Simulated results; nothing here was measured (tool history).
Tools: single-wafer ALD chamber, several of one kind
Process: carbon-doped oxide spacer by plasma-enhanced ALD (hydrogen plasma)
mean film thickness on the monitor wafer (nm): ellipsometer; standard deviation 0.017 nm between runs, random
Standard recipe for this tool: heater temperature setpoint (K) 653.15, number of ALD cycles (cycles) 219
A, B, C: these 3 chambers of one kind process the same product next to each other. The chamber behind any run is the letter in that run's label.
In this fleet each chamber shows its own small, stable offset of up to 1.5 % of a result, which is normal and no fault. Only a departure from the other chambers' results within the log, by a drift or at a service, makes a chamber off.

run   hour  heater temperature setpoint (K)  number of ALD cycles (cycles)  hours since the last thermocouple change  read-back reference wafer on the same gauge, thickness_nm  mean film thickness on the monitor wafer (nm)
 1C   11.3                           653.15                            219                                     234.2                                                     12.608                                          11.08
 2B   21.6                           653.15                            219                                    1431.3                                                      12.61                                         10.985
 3A     34                           653.15                            219                                    1397.5                                                     12.612                                         10.966
 4C   42.6                           653.15                            219                                     265.5                                                     12.615                                         11.105
 5A   48.8                           653.15                            219                                    1412.3                                                     12.616                                         10.988
 6B   54.3                           653.15                            219                                      1464                                                     12.621                                         10.995
 7B   65.6                           653.15                            219                                    1475.3                                                     12.619                                         11.001
 8A   72.8                           653.15                            219                                    1436.3                                                     12.628                                         10.999
 9C   81.9                           653.15                            219                                     304.8                                                     12.625                                         11.102
10C   87.8                           653.15                            219                                     310.7                                                     12.633                                         11.086
11B   95.9                           653.15                            219                                    1505.6                                                     12.637                                         10.984
12A  107.5                           641.15                            186                                      1471                                                     12.642                                         9.3429
13B  115.7                           641.15                            186                                    1525.4                                                     12.642                                         9.3598
14C  124.9                           641.15                            186                                     347.8                                                     12.647                                          9.449
15A  134.5                           653.15                            219                                      1498                                                      12.65                                         11.036
16A  140.9                           653.15                            219                                    1504.4                                                      12.65                                         11.026
17C  148.6                           653.15                            219                                     371.5                                                     12.652                                         11.111
18B  159.6                           653.15                            219                                    1569.3                                                      12.66                                          11.02
19B  169.4                           653.15                            219                                    1579.1                                                     12.657                                         11.038
20C  178.6                           639.15                            251                                     401.5                                                      12.66                                         12.765
21A  184.3                           639.15                            251                                    1547.8                                                     12.662                                         12.657
22C  190.4                           639.15                            251                                     413.3                                                     12.663                                         12.756
23B  197.9                           653.15                            219                                    1607.6                                                     12.669                                         11.023
24A  203.6                           653.15                            219                                    1567.1                                                      12.67                                          11.06
25A  214.3                           653.15                            219                                    1577.8                                                     12.674                                         11.051
26C  220.9                           653.15                            219                                     443.8                                                     12.679                                          11.13
27B  229.6                           653.15                            219                                    1639.3                                                     12.682                                         11.045

Decide between three cases: one chamber stands off from its peers, the gauge reading all wafers drifts, or nothing is wrong past each chamber's small offset. Where a chamber is off, say which and what most likely put it there.

The shared gauge is drifting. All chambers look as if they move in step, but none is off.
Most likely cause: gauge reads high (%) = 0.661.
